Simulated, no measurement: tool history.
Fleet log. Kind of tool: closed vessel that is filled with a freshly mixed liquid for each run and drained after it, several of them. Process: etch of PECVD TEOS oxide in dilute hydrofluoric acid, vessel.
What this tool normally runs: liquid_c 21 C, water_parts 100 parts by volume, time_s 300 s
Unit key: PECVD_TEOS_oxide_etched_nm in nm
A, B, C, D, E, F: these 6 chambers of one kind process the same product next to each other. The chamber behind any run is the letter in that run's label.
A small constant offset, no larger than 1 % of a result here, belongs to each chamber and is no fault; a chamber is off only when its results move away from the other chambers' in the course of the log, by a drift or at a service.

run	hour	liquid_c	water_parts	time_s	hours since the thermometer was replaced	hours since the hydrofluoric acid flow meter was replaced	read-back film thickness of the PECVD TEOS oxide reference wafer, read on the same gauge (nm)	PECVD_TEOS_oxide_etched_nm
1C	3.5	21	100	300	1209.5	38.7	40	35.789
2A	6.1	21	100	300	746.3	494.3	40.04	36.551
3E	9.8	21	100	300	660.5	629.2	40.016	36.366
4D	13.2	21	100	300	789.5	205.7	40.006	36.546
5F	18.1	21	100	300	132.3	594.5	39.991	36.188
6B	20.4	21	100	300	495	1145	39.987	35.621
7B	24.2	21	100	300	498.8	1148.8	39.998	35.975
8A	28.9	21	100	300	769.1	517.1	40.018	36.252
9D	33.1	21	100	300	809.4	225.6	39.985	35.916
10E	35.6	21	100	300	686.3	655	39.993	36.705
# hour 38.6: chamber E: hydrofluoric acid flow meter replaced
11F	40.2	25	100	300	154.4	616.6	39.999	42.765
12C	45	25	100	300	1251	80.2	40.012	42.369
13B	48.8	25	100	300	523.4	1173.4	40.008	41.808
14E	52.7	25	100	300	703.4	14.2	40.013	43.005
15C	57.4	25	100	300	1263.4	92.6	40.001	42.323
16A	60.1	25	100	300	800.3	548.3	40.012	42.023
17D	62.8	21	100	300	839.1	255.3	40.003	35.954
18F	66.9	21	100	300	181.1	643.3	39.982	36.516
19D	71.8	19.5	100	230	848.1	264.3	40.005	26.059
20F	75.4	19.5	100	230	189.6	651.8	39.978	26.17
21B	77.7	19.5	100	230	552.3	1202.3	39.995	25.949
22A	81.4	19.5	100	230	821.6	569.6	40.032	26.527
23C	86	19.5	100	230	1292	121.2	39.989	26.202
24E	88.6	19.5	100	230	739.3	50.1	39.991	26.309
25B	91.7	21	100	300	566.3	1216.3	39.976	36.282
26E	93.9	21	100	300	744.6	55.4	39.988	36.254
27F	96.9	21	100	300	211.1	673.3	39.993	36.201
28D	100	25	100	405	876.3	292.5	39.996	56.548
29C	103.1	25	100	405	1309.1	138.3	40.033	57.701
30A	107	25	100	405	847.2	595.2	39.985	56.619
31A	109.6	25	100	405	849.8	597.8	39.969	56.392
32B	113.1	25	100	405	587.7	1237.7	40.012	56.606
33F	116.8	25	100	405	231	693.2	39.987	57.993
34C	120	21	100	300	1326	155.2	39.987	35.971
35E	123.5	21	100	300	774.2	85	40.027	36.231
36D	127	21	85	205	903.3	319.5	40.022	29.477
37E	131.2	21	85	205	781.9	92.7	39.973	29.398
# hour 131.9: chamber D: thermometer replaced
38F	135.5	21	85	205	249.7	711.9	40.008	29.325
39A	140.1	21	85	205	880.3	628.3	40.018	29.302
40C	144.8	21	85	205	1350.8	180	39.992	29.829
41B	148.3	21	85	205	622.9	1272.9	39.995	29.125
42D	151.7	21	100	300	19.9	344.2	40.005	36.334

One chamber off, gauge drift, or nothing amiss beyond the chambers' own small offsets? If it is a chamber, which one, and what is the likeliest cause?

Beyond each chamber's small constant offset nothing stands out, and the gauge stays steady.
